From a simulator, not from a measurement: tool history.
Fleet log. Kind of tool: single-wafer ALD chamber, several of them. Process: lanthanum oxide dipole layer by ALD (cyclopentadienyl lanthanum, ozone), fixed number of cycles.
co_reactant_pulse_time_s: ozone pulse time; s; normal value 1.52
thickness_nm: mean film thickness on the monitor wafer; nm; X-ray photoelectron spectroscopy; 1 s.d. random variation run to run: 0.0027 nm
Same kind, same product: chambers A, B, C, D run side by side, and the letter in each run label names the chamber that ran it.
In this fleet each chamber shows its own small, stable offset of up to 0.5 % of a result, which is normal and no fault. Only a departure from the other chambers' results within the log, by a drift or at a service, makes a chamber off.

run     day  co_reactant_pulse_time_s  hours since the last thermocouple change  hours since the last ozone generator service  read-back reference wafer on the same gauge, thickness_nm  thickness_nm
 1B   0.554                      1.52                                     350.8                                         883.1                                                    0.45728       0.55057
 2D   1.071                      1.52                                     973.0                                         260.4                                                    0.45675       0.54911
 3C   1.388                      1.52                                     303.9                                         700.8                                                    0.45700       0.55080
 4A   1.688                      1.52                                     127.3                                        1198.0                                                    0.45723       0.54905
 5C   2.058                      1.52                                     320.0                                         716.9                                                    0.45713       0.55658
 6D   2.508                      1.52                                    1007.5                                         294.9                                                    0.45726       0.55754
 7B   2.929                      1.15                                     407.8                                         940.1                                                    0.45739       0.52382
 8A   3.529                      1.15                                     171.5                                        1242.2                                                    0.45655       0.52050
 9A   3.883                      1.15                                     180.0                                        1250.7                                                    0.45718       0.52001
10D   4.500                      1.15                                    1055.3                                         342.7                                                    0.45718       0.51802
11B   4.788                      1.52                                     452.4                                         984.7                                                    0.45679       0.55000
12C   5.096                      1.52                                     392.9                                         789.8                                                    0.45700       0.54961
13D   5.483                      1.52                                    1078.9                                         366.3                                                    0.45759       0.54047
14A   5.754                      1.52                                     224.9                                        1295.6                                                    0.45748       0.55318
15B   6.354                      1.52                                     490.0                                        1022.3                                                    0.45737       0.55211
16C   6.879                      1.52                                     435.7                                         832.6                                                    0.45705       0.54550
17A   7.221                      2.03                                     260.1                                        1330.8                                                    0.45698       0.57118
18C   7.767                      2.03                                     457.0                                         853.9                                                    0.45681       0.56998
19B   8.354                      2.03                                     538.0                                        1070.3                                                    0.45635       0.57284
20D   8.842                      2.03                                    1159.5                                         446.9                                                    0.45705       0.55907
21A   9.279                      1.52                                     309.5                                        1380.2                                                    0.45654       0.55342
22D   9.617                      1.52                                    1178.1                                         465.5                                                    0.45723       0.53649
23C  10.183                      1.52                                     515.0                                         911.9                                                    0.45720       0.54846
24B  10.492                      1.88                                     589.3                                        1121.6                                                    0.45685       0.57148
25A  10.846                      1.88                                     347.1                                        1417.8                                                    0.45696       0.56807
26D  11.275                      1.88                                    1217.9                                         505.3                                                    0.45709       0.54833

Has any chamber moved away from the others, gradually or after a service, or does the common gauge drift, or do the chambers differ only by their own small steady offsets? State the chamber and the most likely cause if one applies.

One chamber, D, drifts off from the rest bit by bit.
Likeliest cause: ozone dose below that of a generator just serviced (%) = 24.7.

Which of the 4 candidates below, each the usual settings with something changed and its results left as question marks, puts chamber D back in line with what the other chambers give on the usual settings?
Maximum distance from the other chambers' mean on the usual settings for a result to count as in line: thickness_nm 0.00960 nm
27D-1  11.717                      1.65                                                                                                                                                                ?
27D-2  11.717                      1.39                                                                                                                                                                ?
27D-3  11.717                      1.91                                                                                                                                                                ?
27D-4  11.717                      1.25                                                                                                                                                                ?

The other chambers' mean on the usual settings: thickness_nm 0.55125 nm
  run  thickness_nm
27D-1       0.53321
27D-2       0.50990
27D-3       0.54897
27D-4       0.49301
The right change is 27D-3: it brings the chamber back within the allowed miss of the others.

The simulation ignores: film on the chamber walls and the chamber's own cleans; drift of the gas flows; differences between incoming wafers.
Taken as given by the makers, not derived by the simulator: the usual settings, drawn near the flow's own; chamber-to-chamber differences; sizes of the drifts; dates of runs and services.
